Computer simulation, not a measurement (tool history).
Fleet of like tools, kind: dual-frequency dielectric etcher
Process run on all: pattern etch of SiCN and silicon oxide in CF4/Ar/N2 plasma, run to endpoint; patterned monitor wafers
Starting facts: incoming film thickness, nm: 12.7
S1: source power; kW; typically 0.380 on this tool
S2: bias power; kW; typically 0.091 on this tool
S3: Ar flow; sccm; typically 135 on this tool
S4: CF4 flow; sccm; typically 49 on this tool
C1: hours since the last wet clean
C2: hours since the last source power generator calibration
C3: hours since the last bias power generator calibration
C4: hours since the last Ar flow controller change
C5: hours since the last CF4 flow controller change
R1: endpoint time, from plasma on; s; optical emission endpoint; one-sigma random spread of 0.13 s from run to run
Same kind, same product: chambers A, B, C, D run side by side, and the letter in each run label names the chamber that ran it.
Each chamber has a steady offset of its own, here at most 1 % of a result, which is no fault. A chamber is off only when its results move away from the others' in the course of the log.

run   hour     S1     S2   S3  S4     C1      C2      C3      C4      C5      R1
 1D    9.7  0.380  0.091  135  49  243.8   951.2  2302.4  2146.4  4451.6  17.499
 2C   16.5  0.380  0.091  135  49  363.8  2543.0  1387.6  1310.8   698.7  17.601
 3B   28.1  0.380  0.091  135  49  279.2  1400.6  3564.6  5441.2   382.5  17.447
 4A   37.2  0.380  0.091  135  49   54.0  1081.9  1471.6   117.8   487.4  17.260
 5B   42.8  0.380  0.091  135  49  293.9  1415.3  3579.3  5455.9   397.2  17.426
 6A   52.7  0.380  0.091  135  49   69.5  1097.4  1487.1   133.3   502.9  17.300
 7C   58.0  0.380  0.091  135  49  405.3  2584.5  1429.1  1352.3   740.2  17.398
      59.6  -- chamber C: wet clean of the chamber
 8D   63.8  0.380  0.091  135  49  297.9  1005.3  2356.5  2200.5  4505.7  17.213
 9A   74.1  0.380  0.091  164  49   90.9  1118.8  1508.5   154.7   524.3  17.696
10B   83.8  0.380  0.091  164  49  334.9  1456.3  3620.3  5496.9   438.2  17.883
11C   95.5  0.380  0.091  164  49   36.0  2622.0  1466.6  1389.8   777.7  18.175
12D  107.1  0.380  0.091  164  49  341.2  1048.6  2399.8  2243.8  4549.0  17.549
13B  114.7  0.380  0.091  135  49  365.8  1487.2  3651.2  5527.8   469.1  17.024
14A  122.7  0.380  0.107  135  58  139.5  1167.4  1557.1   203.3   572.9  16.044
     127.8  -- chamber D: Ar flow controller replaced
15D  132.1  0.380  0.107  135  58  366.2  1073.6  2424.8     4.4  4574.0  15.585
16C  138.0  0.380  0.107  135  58   78.5  2664.5  1509.1  1432.3   820.2  16.051
17D  145.7  0.380  0.107  135  58  379.8  1087.2  2438.4    18.0  4587.6  15.426
18B  151.3  0.380  0.091  135  49  402.4  1523.8  3687.8  5564.4   505.7  17.459
     154.3  -- chamber B: wet clean of the chamber
19A  162.7  0.380  0.091  135  49  179.5  1207.4  1597.1   243.3   612.9  17.285
20C  171.8  0.380  0.091  135  49  112.3  2698.3  1542.9  1466.1   854.0  17.356
21B  183.0  0.380  0.091  135  49   28.8  1555.5  3719.5  5596.1   537.4  17.173
22C  190.5  0.380  0.091  135  49  131.0  2717.0  1561.6  1484.8   872.7  17.806
23D  201.5  0.380  0.091  135  49  435.6  1143.0  2494.2    73.8  4643.4  17.134
24A  208.3  0.380  0.091  135  49  225.1  1253.0  1642.7   288.9   658.5  17.477
25B  216.5  0.380  0.091  135  49   62.3  1589.0  3753.0  5629.6   570.9  17.249
26D  227.6  0.380  0.091  135  49  461.7  1169.1  2520.3    99.9  4669.5  17.041
27A  237.7  0.380  0.091  135  49  254.5  1282.4  1672.1   318.3   687.9  17.418
28C  247.8  0.380  0.091  135  49  188.3  2774.3  1618.9  1542.1   930.0  17.372
29D  258.6  0.380  0.091  135  49  492.7  1200.1  2551.3   130.9  4700.5  16.748
30B  270.5  0.380  0.091  135  49  116.3  1643.0  3807.0  5683.6   624.9  17.326
31C  278.9  0.380  0.091  135  49  219.4  2805.4  1650.0  1573.2   961.1  17.712
32A  284.2  0.380  0.091  135  49  301.0  1328.9  1718.6   364.8   734.4  17.428
     290.7  -- chamber B: Ar flow controller replaced
33C  294.1  0.380  0.091  135  49  234.6  2820.6  1665.2  1588.4   976.3  17.588
34D  300.8  0.380  0.091  135  49  534.9  1242.3  2593.5   173.1  4742.7  16.663
35B  308.8  0.430  0.091  158  49  154.6  1681.3  3845.3    18.1   663.2  15.714
36A  319.0  0.430  0.091  158  49  335.8  1363.7  1753.4   399.6   769.2  16.042

What goes on in this fleet: one chamber off, a drifting gauge, or nothing beyond the chambers' own small offsets? Name the chamber and the cause, if any.

It is chamber D that slowly wanders off from its peers.
Likeliest cause: source power that arrives over what is set, % = 5.15.
It could be hard to tell apart here from: etch rate over this chamber's usual, %.

Here are 4 candidates for chamber D's next run, each the usual settings with a change, their results left as question marks. Which one brings its results back in line with what the others give on the usual settings?
In line means no further than this from the other chambers' mean on the usual settings: R1 0.450 s
37D-1  327.6  0.400  0.093  135  49                       ?
37D-2  327.6  0.380  0.110  125  49                       ?
37D-3  327.6  0.380  0.082  135  47                       ?
37D-4  327.6  0.380  0.074  144  46                       ?

The other chambers' mean on the usual settings: R1 17.402 s
  run      R1
37D-1  15.868
37D-2  15.355
37D-3  17.526
37D-4  18.484
It is 37D-3 that realigns the chamber with its peers.

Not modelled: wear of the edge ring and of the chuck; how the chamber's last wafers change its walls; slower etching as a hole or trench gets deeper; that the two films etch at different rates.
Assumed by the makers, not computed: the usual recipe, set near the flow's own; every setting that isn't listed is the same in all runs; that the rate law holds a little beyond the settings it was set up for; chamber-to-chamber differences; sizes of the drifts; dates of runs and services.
